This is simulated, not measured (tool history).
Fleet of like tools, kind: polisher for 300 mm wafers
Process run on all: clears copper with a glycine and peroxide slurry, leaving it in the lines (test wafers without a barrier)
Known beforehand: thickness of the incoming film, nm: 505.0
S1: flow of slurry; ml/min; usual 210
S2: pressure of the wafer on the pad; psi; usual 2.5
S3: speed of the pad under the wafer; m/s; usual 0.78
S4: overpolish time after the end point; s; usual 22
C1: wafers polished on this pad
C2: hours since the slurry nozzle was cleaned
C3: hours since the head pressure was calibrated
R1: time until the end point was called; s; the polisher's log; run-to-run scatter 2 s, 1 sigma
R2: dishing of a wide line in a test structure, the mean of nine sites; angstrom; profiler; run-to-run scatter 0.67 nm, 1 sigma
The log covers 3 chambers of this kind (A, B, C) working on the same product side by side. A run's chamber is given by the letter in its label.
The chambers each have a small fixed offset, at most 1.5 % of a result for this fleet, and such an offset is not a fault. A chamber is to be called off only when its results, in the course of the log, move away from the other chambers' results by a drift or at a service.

run	hour	S1	S2	S3	S4	C1	C2	C3	R1	R2
# hour 2.1: chamber C: worn pad replaced by a new one
1A	10.8	210	2.5	0.78	22	645	309.9	246.4	151.02	458.79
2B	18.8	210	2.5	0.78	22	180	264.4	1110.3	150.72	457.39
3C	33.9	210	2.5	0.78	22	144	678.2	696.0	150.04	449.61
4A	42.1	210	2.5	0.78	22	787	341.2	277.7	150.60	473.46
5B	49.6	210	2.5	0.78	22	320	295.2	1141.1	151.34	449.63
# hour 53.5: chamber A: worn pad replaced by a new one
6C	60.0	210	2.5	0.78	22	263	704.3	722.1	149.02	467.11
7A	71.5	210	2.5	0.78	22	82	370.6	307.1	150.12	462.89
# hour 81.3: chamber C: slurry nozzle cleaned
8C	83.2	210	2.5	0.78	22	369	1.9	745.3	152.54	451.96
# hour 91.7: chamber B: worn pad replaced by a new one
9B	91.7	210	2.5	0.56	34	0	337.3	1183.2	193.62	553.72
# hour 97.0: chamber A: head pressure recalibrated
# hour 99.5: chamber B: head pressure recalibrated
10B	105.7	210	2.5	0.56	34	63	351.3	6.2	178.75	579.97
11A	112.5	210	2.5	0.56	34	268	411.6	15.5	192.01	547.47
12C	126.9	210	2.5	0.78	22	567	45.6	789.0	151.84	458.80
# hour 136.2: chamber A: slurry nozzle cleaned
13A	141.2	210	2.5	0.78	22	399	5.0	44.2	153.43	470.39
14C	156.5	210	2.5	0.78	22	702	75.2	818.6	152.38	458.61
15B	170.0	150	2.5	0.78	22	356	415.6	70.5	145.83	482.27
# hour 179.7: chamber C: worn pad replaced by a new one
16C	182.8	150	2.5	0.78	22	14	101.5	844.9	162.03	433.24
17A	192.0	150	2.5	0.78	22	630	55.8	95.0	161.17	455.80
# hour 205.7: chamber B: worn pad replaced by a new one
18B	206.8	210	2.5	0.78	22	5	452.4	107.3	140.84	484.20
19B	220.6	210	2.5	0.78	22	68	466.2	121.1	139.39	492.12
20A	228.8	210	2.5	0.78	22	797	92.6	131.8	151.77	472.42
21C	236.0	210	2.5	0.78	22	256	154.7	898.1	151.29	460.97
# hour 240.0: chamber A: worn pad replaced by a new one
22A	243.4	210	2.5	0.78	28	15	107.2	146.4	152.54	561.18
23C	253.2	210	2.5	0.78	28	334	171.9	915.3	151.94	554.91
24B	265.3	210	2.5	0.78	28	271	510.9	165.8	141.32	571.07
25B	278.5	210	3.2	0.54	22	331	524.1	179.0	154.26	455.57

What goes on in this fleet: one chamber off, a drifting gauge, or nothing beyond the chambers' own small offsets? Name the chamber and the cause, if any.

Chamber B came out of a service off from its peers and stayed that way.
Likeliest cause: head's pressure above its setpoint, % = 11.

Below are 4 candidate recipes for chamber B's next run, each the usual settings with a change, their results shown as question marks. Which of them brings B's results back in line with what the other chambers give on the usual settings?
Counts as in line when no further than this from what the other chambers average on the usual settings: R1 7.10 s; R2 23.00 angstrom
26B-1	289.8	210	2.6	0.82	22				?	?
26B-2	289.8	205	2.2	0.70	22				?	?
26B-3	289.8	210	2.4	0.74	22				?	?
26B-4	289.8	215	2.8	0.86	22				?	?

The mean the other chambers reach with the usual settings: R1 151.72 s; R2 461.59 angstrom
run	R1	R2
26B-1	130.84	511.57
26B-2	168.04	424.21
26B-3	150.68	461.38
26B-4	118.39	549.68
Change 26B-3 lands the chamber within the allowed miss of the other chambers.
